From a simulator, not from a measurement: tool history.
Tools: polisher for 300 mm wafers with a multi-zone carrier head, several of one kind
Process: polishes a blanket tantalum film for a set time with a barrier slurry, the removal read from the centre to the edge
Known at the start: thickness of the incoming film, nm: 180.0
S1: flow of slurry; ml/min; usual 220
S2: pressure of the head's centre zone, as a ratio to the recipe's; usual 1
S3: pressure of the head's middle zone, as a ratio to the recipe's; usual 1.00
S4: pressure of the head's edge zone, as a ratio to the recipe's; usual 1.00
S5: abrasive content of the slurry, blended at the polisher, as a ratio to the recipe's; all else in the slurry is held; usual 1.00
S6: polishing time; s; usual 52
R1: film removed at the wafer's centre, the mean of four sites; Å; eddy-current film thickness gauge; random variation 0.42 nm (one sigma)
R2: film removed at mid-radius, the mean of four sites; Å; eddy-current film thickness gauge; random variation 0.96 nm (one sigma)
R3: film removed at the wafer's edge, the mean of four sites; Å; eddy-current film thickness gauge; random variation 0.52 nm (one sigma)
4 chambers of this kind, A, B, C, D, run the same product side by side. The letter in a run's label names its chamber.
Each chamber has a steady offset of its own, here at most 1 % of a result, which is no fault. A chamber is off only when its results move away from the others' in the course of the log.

run   hour   S1  S2    S3    S4    S5  S6      R1      R2      R3
 1C   11.9  220   1  1.00  1.00  1.00  52  701.61  695.78  701.09
      19.9  -- chamber B: centre zone pressure recalibrated
      20.4  -- chamber A: worn pad replaced by a new one
 2B   20.8  220   1  1.00  1.00  1.00  52  701.55  707.44  699.16
 3A   31.0  220   1  1.00  1.00  1.00  52  698.34  700.99  701.00
 4D   39.4  220   1  1.00  1.00  1.00  52  697.79  694.74  708.21
 5D   46.4  270   1  1.00  1.00  1.00  52  721.35  713.33  718.10
      53.0  -- chamber C: slurry nozzle cleaned
 6A   53.1  270   1  1.00  1.00  1.00  52  721.62  724.04  716.99
      57.6  -- chamber D: worn pad replaced by a new one
 7B   62.1  270   1  1.00  1.00  1.00  52  720.40  722.27  703.10
 8C   72.8  270   1  1.00  1.00  1.00  52  716.90  725.66  715.55
      73.3  -- chamber D: edge zone pressure recalibrated
      73.5  -- chamber B: slurry nozzle cleaned
 9A   78.4  220   1  0.94  1.00  0.80  52  653.55  612.96  648.85
10C   85.6  220   1  0.94  1.00  0.80  52  652.45  631.95  659.03
11D   93.4  220   1  0.94  1.00  0.80  52  655.69  628.76  655.03
12B  101.9  220   1  0.94  1.00  0.80  52  657.20  618.13  643.82
     109.8  -- chamber C: worn pad replaced by a new one
13D  113.2  220   1  1.00  1.00  1.00  52  697.01  709.02  705.21
     121.5  -- chamber A: slurry nozzle cleaned
14C  123.0  220   1  1.00  1.00  1.00  52  694.84  699.71  695.47
15A  134.5  220   1  1.00  1.00  1.00  52  712.67  697.87  704.52
16B  144.6  220   1  1.00  1.00  1.00  52  692.77  682.91  684.59
     156.0  -- chamber D: worn pad replaced by a new one
17A  157.3  220   1  1.00  1.12  1.00  52  698.92  698.68  746.55
18C  170.0  220   1  1.00  1.12  1.00  52  698.32  705.06  744.18
     177.4  -- chamber A: edge zone pressure recalibrated
19D  182.5  220   1  1.00  1.12  1.00  52  693.69  683.25  745.03
     190.2  -- chamber A: worn pad replaced by a new one
20B  195.0  220   1  1.00  1.12  1.00  52  691.73  694.01  723.52
21B  205.5  220   1  1.00  1.00  1.00  52  690.19  684.23  677.07
     206.6  -- chamber D: slurry nozzle cleaned
22A  217.3  220   1  1.00  1.00  1.00  52  707.69  683.83  699.10
23D  227.2  220   1  1.00  1.00  1.00  52  700.10  711.29  699.58
24C  236.1  220   1  1.00  0.95  1.00  52  702.75  712.05  668.50
25C  244.2  220   1  1.00  0.95  1.00  52  698.30  692.77  681.29
26D  254.4  220   1  1.00  0.95  1.00  52  697.90  700.94  693.51
     260.3  -- chamber B: slurry nozzle cleaned
27B  266.8  220   1  1.00  0.95  1.00  52  680.11  685.45  669.01
28A  277.5  220   1  1.00  1.05  1.20  52  737.29  725.45  758.48
29A  283.7  220   1  1.00  1.05  1.20  52  745.50  728.70  759.59

What goes on in this fleet: one chamber off, a drifting gauge, or nothing beyond the chambers' own small offsets? Name the chamber and the cause, if any.

Chamber B drifts away from the others.
Cause: removal rate lost through wear of the pad, % = 3.7.

Here are 4 candidates for chamber B's next run, each the usual settings with a change, their results left as question marks. Which one brings its results back in line with what the others give on the usual settings?
In line means no further than this from the other chambers' mean on the usual settings: R1 15.00 Å; R2 34.00 Å; R3 18.00 Å
30B-1  292.8  220  1.02  1.01  0.98  1.00  48   ?   ?   ?
30B-2  292.8  220  0.98  0.99  1.02  1.00  56   ?   ?   ?
30B-3  292.8  220  1.01  1.00  0.99  1.00  50   ?   ?   ?
30B-4  292.8  220  0.99  1.00  1.01  1.00  54   ?   ?   ?

The other chambers' mean on the usual settings: R1 700.30 Å; R2 703.37 Å; R3 700.75 Å
  run      R1      R2      R3
30B-1  640.99  633.29  614.35
30B-2  715.76  725.56  732.04
30B-3  660.51  653.72  643.41
30B-4  697.95  706.08  702.16
30B-4 brings the chamber back in line.
